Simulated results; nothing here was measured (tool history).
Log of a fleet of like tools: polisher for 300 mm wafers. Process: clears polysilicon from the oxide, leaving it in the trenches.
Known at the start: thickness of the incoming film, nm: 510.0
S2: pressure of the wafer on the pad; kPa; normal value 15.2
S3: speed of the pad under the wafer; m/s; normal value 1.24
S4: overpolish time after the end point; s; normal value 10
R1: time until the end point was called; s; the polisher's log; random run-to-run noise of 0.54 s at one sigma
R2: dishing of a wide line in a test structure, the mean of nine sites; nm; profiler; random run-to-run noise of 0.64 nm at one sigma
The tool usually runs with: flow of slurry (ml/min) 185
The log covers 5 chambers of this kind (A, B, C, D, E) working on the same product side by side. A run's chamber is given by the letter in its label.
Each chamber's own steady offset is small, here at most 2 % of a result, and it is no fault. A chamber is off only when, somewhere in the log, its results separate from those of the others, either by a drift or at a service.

-- hour=0.7 chamber C: worn pad replaced by a new one
run 1A hour=3.7 | flow_of_slurry_(ml/min)=185 S2=15.2 S3=1.24 S4=10 | R1=39.835 R2=28.461
run 2B hour=7.1 | flow_of_slurry_(ml/min)=185 S2=15.2 S3=1.24 S4=10 | R1=40.826 R2=28.064
-- hour=10.3 chamber D: worn pad replaced by a new one
run 3E hour=11.4 | flow_of_slurry_(ml/min)=185 S2=15.2 S3=1.24 S4=10 | R1=39.681 R2=28.958
run 4D hour=13.6 | flow_of_slurry_(ml/min)=185 S2=15.2 S3=1.24 S4=10 | R1=38.837 R2=28.871
run 5C hour=18 | flow_of_slurry_(ml/min)=185 S2=15.2 S3=1.24 S4=10 | R1=40.279 R2=27.065
run 6E hour=20.6 | flow_of_slurry_(ml/min)=185 S2=15.2 S3=1.24 S4=10 | R1=39.893 R2=27.712
run 7D hour=23 | flow_of_slurry_(ml/min)=185 S2=15.2 S3=1.24 S4=10 | R1=38.761 R2=27.7
run 8A hour=26.7 | flow_of_slurry_(ml/min)=185 S2=15.2 S3=1.24 S4=10 | R1=40.722 R2=27.789
run 9B hour=31.5 | flow_of_slurry_(ml/min)=185 S2=15.2 S3=1.24 S4=10 | R1=40.216 R2=27.807
run 10C hour=33.7 | flow_of_slurry_(ml/min)=185 S2=15.2 S3=1.24 S4=10 | R1=41.049 R2=28.12
run 11D hour=36.1 | flow_of_slurry_(ml/min)=185 S2=15.2 S3=1.24 S4=10 | R1=39.488 R2=29.12
-- hour=38.1 chamber E: head pressure recalibrated
run 12E hour=39.3 | flow_of_slurry_(ml/min)=185 S2=15.2 S3=1.24 S4=10 | R1=40.638 R2=28.042
run 13B hour=43 | flow_of_slurry_(ml/min)=185 S2=15.2 S3=1.24 S4=4 | R1=40.372 R2=23.773
run 14A hour=47.2 | flow_of_slurry_(ml/min)=185 S2=15.2 S3=1.24 S4=4 | R1=40.296 R2=23.658
run 15C hour=50 | flow_of_slurry_(ml/min)=185 S2=15.2 S3=1.24 S4=4 | R1=40.44 R2=23.068
run 16B hour=53.9 | flow_of_slurry_(ml/min)=185 S2=15.2 S3=1.24 S4=4 | R1=39.587 R2=23.514
run 17C hour=57.2 | flow_of_slurry_(ml/min)=185 S2=15.2 S3=1.24 S4=4 | R1=40.481 R2=24.269
run 18E hour=61.6 | flow_of_slurry_(ml/min)=185 S2=15.2 S3=1.24 S4=10 | R1=40.283 R2=28.185
run 19D hour=64.2 | flow_of_slurry_(ml/min)=185 S2=15.2 S3=1.24 S4=10 | R1=39.191 R2=28.821
run 20A hour=68.6 | flow_of_slurry_(ml/min)=185 S2=15.2 S3=1.24 S4=10 | R1=39.096 R2=28.518
-- hour=69.4 chamber E: worn pad replaced by a new one
run 21A hour=73.1 | flow_of_slurry_(ml/min)=185 S2=15.2 S3=1.24 S4=10 | R1=40.167 R2=28.947
run 22B hour=76.5 | flow_of_slurry_(ml/min)=185 S2=15.2 S3=1.24 S4=10 | R1=39.768 R2=28.007
run 23E hour=78.8 | flow_of_slurry_(ml/min)=185 S2=18.6 S3=1.24 S4=10 | R1=32.512 R2=28.295
-- hour=80 chamber B: slurry nozzle cleaned
run 24C hour=82.8 | flow_of_slurry_(ml/min)=185 S2=18.6 S3=1.24 S4=10 | R1=33.236 R2=28.55
run 25D hour=87.5 | flow_of_slurry_(ml/min)=185 S2=18.6 S3=1.24 S4=10 | R1=31.57 R2=28.768
-- hour=88.8 chamber D: worn pad replaced by a new one
run 26D hour=91.1 | flow_of_slurry_(ml/min)=185 S2=18.6 S3=1.24 S4=10 | R1=31.902 R2=28.572
run 27B hour=93.9 | flow_of_slurry_(ml/min)=185 S2=18.6 S3=1.24 S4=10 | R1=32.702 R2=28.934
run 28C hour=98.3 | flow_of_slurry_(ml/min)=185 S2=15.2 S3=1.24 S4=10 | R1=39.88 R2=27.993
-- hour=100.3 chamber A: worn pad replaced by a new one
run 29E hour=101.6 | flow_of_slurry_(ml/min)=185 S2=15.2 S3=1.24 S4=10 | R1=39.894 R2=27.918
run 30A hour=103.7 | flow_of_slurry_(ml/min)=185 S2=15.2 S3=1.24 S4=10 | R1=40.075 R2=28.728
run 31B hour=106 | flow_of_slurry_(ml/min)=185 S2=11.7 S3=1.24 S4=10 | R1=51.546 R2=27.723
run 32C hour=109.6 | flow_of_slurry_(ml/min)=185 S2=11.7 S3=1.24 S4=10 | R1=52.022 R2=28.968
run 33A hour=111.8 | flow_of_slurry_(ml/min)=185 S2=11.7 S3=1.24 S4=10 | R1=52.398 R2=27.53
run 34E hour=115.2 | flow_of_slurry_(ml/min)=185 S2=11.7 S3=1.24 S4=10 | R1=51.185 R2=27.884

All 5 chambers run these settings next. Forecast each chamber's results:
run 35A hour=118.7 | flow_of_slurry_(ml/min)=185 S2=15.2 S3=1.24 S4=10 | R1=? R2=?
run 35B hour=118.7 | flow_of_slurry_(ml/min)=185 S2=15.2 S3=1.24 S4=10 | R1=? R2=?
run 35C hour=118.7 | flow_of_slurry_(ml/min)=185 S2=15.2 S3=1.24 S4=10 | R1=? R2=?
run 35D hour=118.7 | flow_of_slurry_(ml/min)=185 S2=15.2 S3=1.24 S4=10 | R1=? R2=?
run 35E hour=118.7 | flow_of_slurry_(ml/min)=185 S2=15.2 S3=1.24 S4=10 | R1=? R2=?

run=35A R1=40.566 R2=28.771
run=35B R1=41.408 R2=28.9
run=35C R1=41.062 R2=28.257
run=35D R1=39.722 R2=27.307
run=35E R1=39.862 R2=29.122
